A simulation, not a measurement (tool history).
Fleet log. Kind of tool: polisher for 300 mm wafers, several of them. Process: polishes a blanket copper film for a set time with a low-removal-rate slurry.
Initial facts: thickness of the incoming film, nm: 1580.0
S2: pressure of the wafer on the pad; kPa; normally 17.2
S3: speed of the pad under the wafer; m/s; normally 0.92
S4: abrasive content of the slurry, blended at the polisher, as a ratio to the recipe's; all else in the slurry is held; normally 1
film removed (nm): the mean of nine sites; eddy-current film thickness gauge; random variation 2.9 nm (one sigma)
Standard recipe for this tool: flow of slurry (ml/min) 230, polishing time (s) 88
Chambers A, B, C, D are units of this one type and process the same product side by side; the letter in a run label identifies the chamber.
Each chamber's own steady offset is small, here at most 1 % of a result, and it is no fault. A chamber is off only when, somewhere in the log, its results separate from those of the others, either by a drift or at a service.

-- hour=2.5 chamber A: worn pad replaced by a new one
run 1C hour=8.7 | flow_of_slurry_(ml/min)=230 S2=17.2 S3=0.92 S4=1 polishing_time_(s)=88 | film_removed_(nm)=195.13
run 2D hour=18.8 | flow_of_slurry_(ml/min)=230 S2=17.2 S3=0.92 S4=1 polishing_time_(s)=88 | film_removed_(nm)=197.79
run 3A hour=29.9 | flow_of_slurry_(ml/min)=230 S2=17.2 S3=0.92 S4=1 polishing_time_(s)=88 | film_removed_(nm)=197.1
-- hour=31.3 chamber D: slurry blender recalibrated
-- hour=35.8 chamber C: worn pad replaced by a new one
run 4B hour=36 | flow_of_slurry_(ml/min)=230 S2=17.2 S3=0.92 S4=1 polishing_time_(s)=88 | film_removed_(nm)=197.51
run 5C hour=47.2 | flow_of_slurry_(ml/min)=230 S2=17.2 S3=0.92 S4=1 polishing_time_(s)=88 | film_removed_(nm)=193.79
-- hour=50.5 chamber D: worn pad replaced by a new one
run 6B hour=57.1 | flow_of_slurry_(ml/min)=230 S2=17.2 S3=0.92 S4=1 polishing_time_(s)=88 | film_removed_(nm)=199.01
-- hour=58.7 chamber B: worn pad replaced by a new one
-- hour=62.6 chamber D: slurry nozzle cleaned
run 7D hour=65.6 | flow_of_slurry_(ml/min)=230 S2=17.2 S3=0.92 S4=1 polishing_time_(s)=88 | film_removed_(nm)=201.83
run 8A hour=75.2 | flow_of_slurry_(ml/min)=230 S2=17.2 S3=0.92 S4=1 polishing_time_(s)=88 | film_removed_(nm)=192.56
-- hour=81.8 chamber A: worn pad replaced by a new one
run 9C hour=82.6 | flow_of_slurry_(ml/min)=230 S2=17.2 S3=0.92 S4=1 polishing_time_(s)=88 | film_removed_(nm)=194.79
-- hour=83.7 chamber B: slurry blender recalibrated
run 10D hour=91.1 | flow_of_slurry_(ml/min)=230 S2=17.2 S3=0.92 S4=1 polishing_time_(s)=88 | film_removed_(nm)=193.44
-- hour=99.1 chamber C: worn pad replaced by a new one
run 11B hour=99.5 | flow_of_slurry_(ml/min)=230 S2=17.2 S3=0.92 S4=1 polishing_time_(s)=88 | film_removed_(nm)=197.87
run 12A hour=109.5 | flow_of_slurry_(ml/min)=230 S2=17.2 S3=0.92 S4=1 polishing_time_(s)=88 | film_removed_(nm)=194.5
-- hour=109.6 chamber A: slurry blender recalibrated
-- hour=111.8 chamber A: slurry nozzle cleaned
run 13C hour=115 | flow_of_slurry_(ml/min)=230 S2=17.2 S3=0.92 S4=1 polishing_time_(s)=88 | film_removed_(nm)=194.06
-- hour=119.6 chamber D: worn pad replaced by a new one
run 14D hour=126.2 | flow_of_slurry_(ml/min)=230 S2=11.7 S3=0.92 S4=1 polishing_time_(s)=88 | film_removed_(nm)=136.97
run 15A hour=134.1 | flow_of_slurry_(ml/min)=230 S2=11.7 S3=0.92 S4=1 polishing_time_(s)=88 | film_removed_(nm)=129.54
-- hour=137 chamber C: slurry blender recalibrated
-- hour=143.2 chamber A: worn pad replaced by a new one
run 16B hour=143.5 | flow_of_slurry_(ml/min)=230 S2=11.7 S3=0.92 S4=1 polishing_time_(s)=88 | film_removed_(nm)=131.89
run 17A hour=152 | flow_of_slurry_(ml/min)=230 S2=11.7 S3=0.92 S4=1 polishing_time_(s)=88 | film_removed_(nm)=131.29
-- hour=161.2 chamber C: worn pad replaced by a new one
run 18C hour=161.5 | flow_of_slurry_(ml/min)=275 S2=17.2 S3=0.92 S4=1 polishing_time_(s)=107 | film_removed_(nm)=244.06
-- hour=170.8 chamber B: worn pad replaced by a new one
run 19B hour=171.2 | flow_of_slurry_(ml/min)=275 S2=17.2 S3=0.92 S4=1 polishing_time_(s)=107 | film_removed_(nm)=247.32
run 20D hour=181.5 | flow_of_slurry_(ml/min)=275 S2=17.2 S3=0.92 S4=1 polishing_time_(s)=107 | film_removed_(nm)=247.3
run 21D hour=189.3 | flow_of_slurry_(ml/min)=275 S2=17.2 S3=0.92 S4=1 polishing_time_(s)=107 | film_removed_(nm)=247.22
run 22B hour=195.8 | flow_of_slurry_(ml/min)=230 S2=17.2 S3=0.92 S4=1 polishing_time_(s)=88 | film_removed_(nm)=195.46
-- hour=196.2 chamber D: worn pad replaced by a new one
run 23C hour=202.2 | flow_of_slurry_(ml/min)=230 S2=17.2 S3=0.92 S4=1 polishing_time_(s)=88 | film_removed_(nm)=199.41
run 24A hour=209.3 | flow_of_slurry_(ml/min)=230 S2=17.2 S3=0.92 S4=1 polishing_time_(s)=88 | film_removed_(nm)=189.13
-- hour=215.3 chamber A: worn pad replaced by a new one
run 25D hour=220.3 | flow_of_slurry_(ml/min)=230 S2=17.2 S3=0.92 S4=1 polishing_time_(s)=88 | film_removed_(nm)=202.3
-- hour=228.1 chamber C: worn pad replaced by a new one
run 26A hour=231.5 | flow_of_slurry_(ml/min)=230 S2=17.2 S3=0.92 S4=1 polishing_time_(s)=77 | film_removed_(nm)=162.37
-- hour=232.9 chamber D: slurry blender recalibrated
run 27B hour=242.6 | flow_of_slurry_(ml/min)=230 S2=17.2 S3=0.92 S4=1 polishing_time_(s)=77 | film_removed_(nm)=175.11
run 28C hour=253 | flow_of_slurry_(ml/min)=230 S2=17.2 S3=0.92 S4=1 polishing_time_(s)=77 | film_removed_(nm)=170.26
-- hour=259.3 chamber C: head pressure recalibrated
-- hour=261.9 chamber B: worn pad replaced by a new one
run 29D hour=262 | flow_of_slurry_(ml/min)=230 S2=17.2 S3=0.92 S4=1 polishing_time_(s)=77 | film_removed_(nm)=169.72
-- hour=262.2 chamber D: worn pad replaced by a new one
run 30B hour=267.8 | flow_of_slurry_(ml/min)=230 S2=17.2 S3=0.92 S4=1 polishing_time_(s)=88 | film_removed_(nm)=200.02
run 31C hour=276 | flow_of_slurry_(ml/min)=230 S2=17.2 S3=0.92 S4=1 polishing_time_(s)=88 | film_removed_(nm)=199.22
-- hour=280.2 chamber A: worn pad replaced by a new one
run 32A hour=281.8 | flow_of_slurry_(ml/min)=230 S2=17.2 S3=0.92 S4=1 polishing_time_(s)=88 | film_removed_(nm)=174.94
run 33A hour=292.5 | flow_of_slurry_(ml/min)=230 S2=17.2 S3=0.92 S4=1 polishing_time_(s)=88 | film_removed_(nm)=180.98
-- hour=292.6 chamber C: worn pad replaced by a new one
run 34D hour=298.9 | flow_of_slurry_(ml/min)=180 S2=17.2 S3=0.92 S4=1 polishing_time_(s)=63 | film_removed_(nm)=135.49
run 35C hour=305 | flow_of_slurry_(ml/min)=180 S2=17.2 S3=0.92 S4=1 polishing_time_(s)=63 | film_removed_(nm)=135.96
-- hour=306.9 chamber B: slurry blender recalibrated
run 36B hour=314.4 | flow_of_slurry_(ml/min)=180 S2=17.2 S3=0.92 S4=1 polishing_time_(s)=63 | film_removed_(nm)=139.31
run 37A hour=322.4 | flow_of_slurry_(ml/min)=180 S2=17.2 S3=0.92 S4=1 polishing_time_(s)=63 | film_removed_(nm)=121.19

Which is it: a chamber that has drifted or been left off by a service, a gauge drift common to all chambers, or only each chamber's usual small offset? If a chamber is off, name it and its likeliest cause.

Chamber A drifts away from the others.
Likeliest cause: head's pressure below its setpoint, % = 11.6.

Chamber A could run next with any of the 4 candidate recipes listed below; each alters the usual settings, and their results appear as question marks. Which one brings its results back in line with what the other chambers deliver on the usual settings?
To be in line, a result may differ from the other chambers' mean on the usual settings by at most: film removed (nm) 10
run 38A-1 hour=330.5 | flow_of_slurry_(ml/min)=230 S2=19.3 S3=0.92 S4=1 polishing_time_(s)=88 | film_removed_(nm)=?
run 38A-2 hour=330.5 | flow_of_slurry_(ml/min)=230 S2=17.2 S3=0.9 S4=1 polishing_time_(s)=87 | film_removed_(nm)=?
run 38A-3 hour=330.5 | flow_of_slurry_(ml/min)=230 S2=17.2 S3=0.92 S4=1 polishing_time_(s)=89 | film_removed_(nm)=?
run 38A-4 hour=330.5 | flow_of_slurry_(ml/min)=230 S2=17.2 S3=0.82 S4=1 polishing_time_(s)=88 | film_removed_(nm)=?

The mean the other chambers reach with the usual settings: film removed (nm) 196.77
run=38A-1 film_removed_(nm)=196.34
run=38A-2 film_removed_(nm)=169.39
run=38A-3 film_removed_(nm)=177.08
run=38A-4 film_removed_(nm)=156.34
38A-1 is the one that brings the chamber's results back in line with the other chambers.
